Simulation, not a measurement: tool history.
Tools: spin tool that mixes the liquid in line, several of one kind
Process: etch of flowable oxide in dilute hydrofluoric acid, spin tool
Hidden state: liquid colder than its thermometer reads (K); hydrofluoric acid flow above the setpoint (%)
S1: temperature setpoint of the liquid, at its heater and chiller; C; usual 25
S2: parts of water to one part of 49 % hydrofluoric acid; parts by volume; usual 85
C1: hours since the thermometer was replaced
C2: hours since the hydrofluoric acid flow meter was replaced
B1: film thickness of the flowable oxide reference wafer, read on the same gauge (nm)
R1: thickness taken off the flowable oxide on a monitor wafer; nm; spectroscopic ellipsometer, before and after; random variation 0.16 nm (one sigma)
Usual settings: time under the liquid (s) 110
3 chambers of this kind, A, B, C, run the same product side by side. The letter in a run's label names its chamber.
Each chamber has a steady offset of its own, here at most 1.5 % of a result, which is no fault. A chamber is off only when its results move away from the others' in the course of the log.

Run 1C, hour 4: usual settings; C1 556.3; C2 671.4; B1 150.02. Result: R1 28.659 nm.
Run 2A, hour 9.7: usual settings; C1 587.7; C2 1735.3; B1 150.02. Result: R1 28.087 nm.
Run 3B, hour 13.3: usual settings; C1 1018.2; C2 1081.4; B1 149.99. Result: R1 28.968 nm.
Run 4A, hour 19: usual settings; C1 597; C2 1744.6; B1 150. Result: R1 28.424 nm.
Run 5B, hour 24.3: usual settings but S2 110 parts by volume; C1 1029.2; C2 1092.4; B1 149.99. Result: R1 21.764 nm.
Run 6C, hour 29: usual settings but S2 110 parts by volume; C1 581.3; C2 696.4; B1 149.98. Result: R1 21.327 nm.
Run 7B, hour 33.9: usual settings but S2 110 parts by volume; C1 1038.8; C2 1102; B1 150.01. Result: R1 21.96 nm.
Run 8A, hour 38.2: usual settings; C1 616.2; C2 1763.8; B1 150. Result: R1 28.338 nm.
At hour 40.8: chamber B: thermometer replaced.
Run 9C, hour 44: usual settings; C1 596.3; C2 711.4; B1 150. Result: R1 28.84 nm.
Run 10B, hour 47.3: usual settings; C1 6.5; C2 1115.4; B1 149.98. Result: R1 29.197 nm.
At hour 48.4: chamber A: thermometer replaced.
Run 11C, hour 52.6: usual settings; C1 604.9; C2 720; B1 150.01. Result: R1 28.804 nm.
Run 12A, hour 56.4: usual settings; C1 8; C2 1782; B1 150.02. Result: R1 28.351 nm.
Run 13A, hour 60.1: usual settings; C1 11.7; C2 1785.7; B1 149.98. Result: R1 28.204 nm.
Run 14C, hour 64.6: usual settings; C1 616.9; C2 732; B1 150.01. Result: R1 28.852 nm.
Run 15B, hour 68: usual settings; C1 27.2; C2 1136.1; B1 149.99. Result: R1 29.296 nm.
Run 16A, hour 74.4: usual settings; C1 26; C2 1800; B1 149.99. Result: R1 28.293 nm.
Run 17B, hour 81: usual settings; C1 40.2; C2 1149.1; B1 150. Result: R1 29.208 nm.
Run 18C, hour 88.2: usual settings but S1 22.5 C; C1 640.5; C2 755.6; B1 150. Result: R1 26.17 nm.
Run 19B, hour 92.6: usual settings but S1 22.5 C; C1 51.8; C2 1160.7; B1 149.96. Result: R1 26.657 nm.
Run 20C, hour 97.9: usual settings but S1 22.5 C; C1 650.2; C2 765.3; B1 150. Result: R1 25.784 nm.
Run 21A, hour 103.1: usual settings; C1 54.7; C2 1828.7; B1 150. Result: R1 28.33 nm.
Run 22A, hour 107.8: usual settings; C1 59.4; C2 1833.4; B1 149.97. Result: R1 28.271 nm.
Run 23C, hour 113.1: usual settings; C1 665.4; C2 780.5; B1 150.03. Result: R1 28.675 nm.
Run 24B, hour 118.5: usual settings; C1 77.7; C2 1186.6; B1 149.97. Result: R1 29.58 nm.
Run 25B, hour 123.3: usual settings; C1 82.5; C2 1191.4; B1 149.98. Result: R1 29.644 nm.

All 3 chambers run these settings next. Forecast each chamber's results:
Run 26A, hour 128.5: usual settings. Result: R1 ?.
Run 26B, hour 128.5: usual settings. Result: R1 ?.
Run 26C, hour 128.5: usual settings. Result: R1 ?.

run      R1
26A  27.923
26B  29.945
26C  28.882
